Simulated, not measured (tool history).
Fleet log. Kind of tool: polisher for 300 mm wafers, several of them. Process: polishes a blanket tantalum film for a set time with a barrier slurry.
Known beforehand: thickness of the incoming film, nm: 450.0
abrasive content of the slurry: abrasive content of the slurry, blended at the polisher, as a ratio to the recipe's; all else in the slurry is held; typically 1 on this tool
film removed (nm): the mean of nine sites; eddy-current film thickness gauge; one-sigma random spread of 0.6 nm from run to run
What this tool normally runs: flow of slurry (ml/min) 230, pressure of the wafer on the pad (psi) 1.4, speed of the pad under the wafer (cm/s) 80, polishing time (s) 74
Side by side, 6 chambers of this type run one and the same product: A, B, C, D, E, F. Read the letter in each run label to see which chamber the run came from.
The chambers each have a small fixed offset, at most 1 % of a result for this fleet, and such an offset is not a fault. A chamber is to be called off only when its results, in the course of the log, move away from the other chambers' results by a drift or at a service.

run,hour,flow of slurry (ml/min),pressure of the wafer on the pad (psi),speed of the pad under the wafer (cm/s),abrasive content of the slurry,polishing time (s),wafers polished on this pad,hours since the slurry nozzle was cleaned,hours since the head pressure was calibrated,hours since the slurry blender was calibrated,film removed (nm)
1A,4.2,230,1.4,80,1,74,686,119.3,525.5,72.3,68.96
# hour 5.6: chamber D: slurry blender recalibrated
2B,6.7,230,1.4,80,1,74,542,219.6,531.5,16,69.605
3E,10.7,230,1.4,80,1,74,272,772.6,302.8,45.5,69.262
4C,14.4,230,1.4,80,1,74,1394,230.9,188,176.9,70.037
5D,20.1,230,1.4,80,1,74,669,525.7,293.9,14.5,69.656
6F,25.1,230,1.4,80,1,74,515,273.4,292,391.5,69.087
# hour 30.1: chamber C: worn pad replaced by a new one
7E,30.1,230,1.4,80,1,74,374,792,322.2,64.9,69.497
8B,32.9,230,1.4,80,1,74,680,245.8,557.7,42.2,70.386
9F,38.5,230,1.4,80,1,74,585,286.8,305.4,404.9,69.549
10C,41.4,230,1.4,80,1,74,59,257.9,215,203.9,70.393
# hour 43.4: chamber F: slurry blender recalibrated
11D,46.3,230,1.4,80,1,74,807,551.9,320.1,40.7,70.35
12A,49.1,230,1.4,80,1,74,922,164.2,570.4,117.2,66.85
13F,54.2,230,1.4,80,1,74,667,302.5,321.1,10.8,68.84
14A,59.7,230,1.4,80,1,74,978,174.8,581,127.8,67.945
# hour 62: chamber D: worn pad replaced by a new one
15E,65.1,230,1.4,80,1,74,558,827,357.2,99.9,70.294
# hour 68.9: chamber F: slurry nozzle cleaned
16B,69.7,230,1.4,80,1,91,873,282.6,594.5,79,84.722
17C,73.2,230,1.4,80,1,91,226,289.7,246.8,235.7,87.334
# hour 74.5: chamber E: slurry nozzle cleaned
# hour 75.7: chamber E: slurry blender recalibrated
18D,77.5,230,1.4,80,1,91,81,583.1,351.3,71.9,85.601
19F,82.4,230,1.4,80,1,91,816,13.6,349.3,39,84.63
20C,87,230,1.4,80,1,91,299,303.5,260.6,249.5,85.893
21E,91.5,230,1.4,80,1,91,696,17.1,383.6,15.8,85.354
22D,94.2,230,1.4,80,1,74,169,599.8,368,88.6,68.527
23A,99.7,230,1.4,80,1,74,1188,214.8,621,167.8,65.951
# hour 100.7: chamber B: worn pad replaced by a new one
24B,104.5,230,1.4,80,1,74,20,317.4,629.3,113.8,69.185
25B,109.4,230,1.4,80,1,74,45,322.3,634.2,118.7,69.254
26A,114,230,1.4,80,1,74,1263,229.1,635.3,182.1,65.682
27E,118.4,230,1.4,80,1,74,838,44,410.5,42.7,69.863
# hour 118.6: chamber B: slurry nozzle cleaned
# hour 120.2: chamber D: slurry blender recalibrated
28F,121.7,230,1.4,80,1,74,1022,52.9,388.6,78.3,69.961
29C,124.3,230,1.4,80,1,74,495,340.8,297.9,286.8,70.83
# hour 125.1: chamber F: worn pad replaced by a new one
30D,129.7,230,1.4,80,1,74,356,635.3,403.5,9.6,68.798
31F,133.1,230,1.4,80,1,74,42,64.3,400,89.7,68.623
# hour 134.1: chamber C: slurry nozzle cleaned
# hour 135.1: chamber E: worn pad replaced by a new one
32C,138.3,230,1.4,80,1,74,568,4.3,311.9,300.8,70.158
33B,141,230,1.4,80,1,74,212,22.4,665.8,150.3,69.512
# hour 141.2: chamber E: head pressure recalibrated
34A,143.4,230,1.4,80,1,93,1418,258.5,664.7,211.5,82.396
35D,147.5,230,1.4,80,1,93,449,653.1,421.3,27.4,88.119
36E,152.2,230,1.4,80,1,93,90,77.8,11.1,76.5,87.285
37C,154.9,230,1.4,80,1,93,655,20.9,328.5,317.4,89.268
38B,159.3,230,1.4,80,1,93,308,40.7,684.1,168.6,87.878
39E,161.9,230,1.4,80,1,93,141,87.5,20.8,86.2,86.977
40F,167.2,230,1.4,80,1,74,221,98.4,434.1,123.8,70.085

All chambers now run identical settings, listed one chamber a line with results as question marks. What results will each chamber show?
41A,171.3,230,1.4,80,1,74,,,,,?
41B,171.3,230,1.4,80,1,74,,,,,?
41C,171.3,230,1.4,80,1,74,,,,,?
41D,171.3,230,1.4,80,1,74,,,,,?
41E,171.3,230,1.4,80,1,74,,,,,?
41F,171.3,230,1.4,80,1,74,,,,,?

run,film removed (nm)
41A,64.318
41B,69.294
41C,69.15
41D,69.763
41E,69.832
41F,68.808

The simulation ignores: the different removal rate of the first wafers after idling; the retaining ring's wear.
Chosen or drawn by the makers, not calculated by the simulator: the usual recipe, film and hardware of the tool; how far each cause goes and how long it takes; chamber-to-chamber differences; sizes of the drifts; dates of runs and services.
